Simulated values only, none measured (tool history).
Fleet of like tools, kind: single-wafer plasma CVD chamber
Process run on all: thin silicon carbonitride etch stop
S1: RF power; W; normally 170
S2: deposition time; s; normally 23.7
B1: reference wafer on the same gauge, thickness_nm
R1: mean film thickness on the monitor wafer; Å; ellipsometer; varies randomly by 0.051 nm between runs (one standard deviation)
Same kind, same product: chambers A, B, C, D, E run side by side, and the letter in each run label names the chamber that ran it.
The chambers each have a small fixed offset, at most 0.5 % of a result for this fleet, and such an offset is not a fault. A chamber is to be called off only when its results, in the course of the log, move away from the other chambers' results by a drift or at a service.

run 1B hour=11.8 | S1=170 S2=23.7 | B1=13.612 | R1=127.40
run 2D hour=24.5 | S1=170 S2=23.7 | B1=13.592 | R1=128.29
run 3C hour=33.0 | S1=170 S2=23.7 | B1=13.605 | R1=128.83
run 4E hour=43.3 | S1=170 S2=23.7 | B1=13.614 | R1=130.07
run 5A hour=58.9 | S1=170 S2=23.7 | B1=13.594 | R1=128.31
run 6A hour=67.3 | S1=170 S2=23.7 | B1=13.588 | R1=129.10
run 7D hour=79.6 | S1=170 S2=23.7 | B1=13.594 | R1=128.29
run 8E hour=88.3 | S1=170 S2=23.7 | B1=13.591 | R1=128.80
run 9B hour=102.8 | S1=170 S2=23.7 | B1=13.612 | R1=128.71
run 10C hour=116.9 | S1=170 S2=23.7 | B1=13.587 | R1=128.99
run 11D hour=130.8 | S1=170 S2=23.7 | B1=13.593 | R1=127.99
run 12A hour=139.8 | S1=170 S2=23.7 | B1=13.605 | R1=128.56
run 13C hour=154.3 | S1=170 S2=23.7 | B1=13.600 | R1=129.43
run 14E hour=165.8 | S1=170 S2=23.7 | B1=13.610 | R1=128.16
run 15B hour=176.8 | S1=170 S2=23.7 | B1=13.596 | R1=127.40
-- hour=187.3 chamber B: RF generator calibrated
run 16C hour=189.0 | S1=170 S2=23.7 | B1=13.600 | R1=128.81
run 17D hour=205.4 | S1=170 S2=23.7 | B1=13.594 | R1=128.78
run 18E hour=217.2 | S1=170 S2=23.7 | B1=13.602 | R1=128.11
run 19A hour=225.5 | S1=170 S2=23.7 | B1=13.602 | R1=128.30
run 20B hour=238.4 | S1=170 S2=23.7 | B1=13.598 | R1=128.61
run 21D hour=246.1 | S1=170 S2=23.7 | B1=13.600 | R1=128.95
run 22A hour=258.9 | S1=170 S2=23.7 | B1=13.599 | R1=127.77
run 23C hour=272.6 | S1=170 S2=23.7 | B1=13.595 | R1=128.93
run 24E hour=283.7 | S1=170 S2=23.7 | B1=13.602 | R1=128.77
run 25B hour=294.8 | S1=170 S2=23.7 | B1=13.588 | R1=128.22
-- hour=303.3 chamber D: thermocouple changed; heater temperature recalibrated
run 26A hour=310.3 | S1=170 S2=23.7 | B1=13.600 | R1=128.77
run 27C hour=326.6 | S1=135 S2=22.0 | B1=13.596 | R1=112.34
run 28D hour=334.3 | S1=135 S2=22.0 | B1=13.581 | R1=111.72
run 29B hour=348.6 | S1=135 S2=22.0 | B1=13.610 | R1=110.96
run 30E hour=359.5 | S1=135 S2=22.0 | B1=13.591 | R1=111.67
run 31B hour=373.8 | S1=135 S2=22.0 | B1=13.597 | R1=110.65
run 32A hour=381.4 | S1=170 S2=23.7 | B1=13.601 | R1=127.71
run 33E hour=392.1 | S1=170 S2=23.7 | B1=13.594 | R1=128.53
run 34D hour=406.3 | S1=170 S2=23.7 | B1=13.596 | R1=127.63
run 35C hour=416.6 | S1=170 S2=23.7 | B1=13.585 | R1=129.18

Read the log: is a single chamber off, either drifting away or since a service, is the gauge that measures every chamber drifting, or is nothing wrong beyond small per-chamber offsets? Name any odd chamber and what most likely caused it.

Neither any chamber nor the gauge drifts; the chambers differ only by their own small, steady offsets.
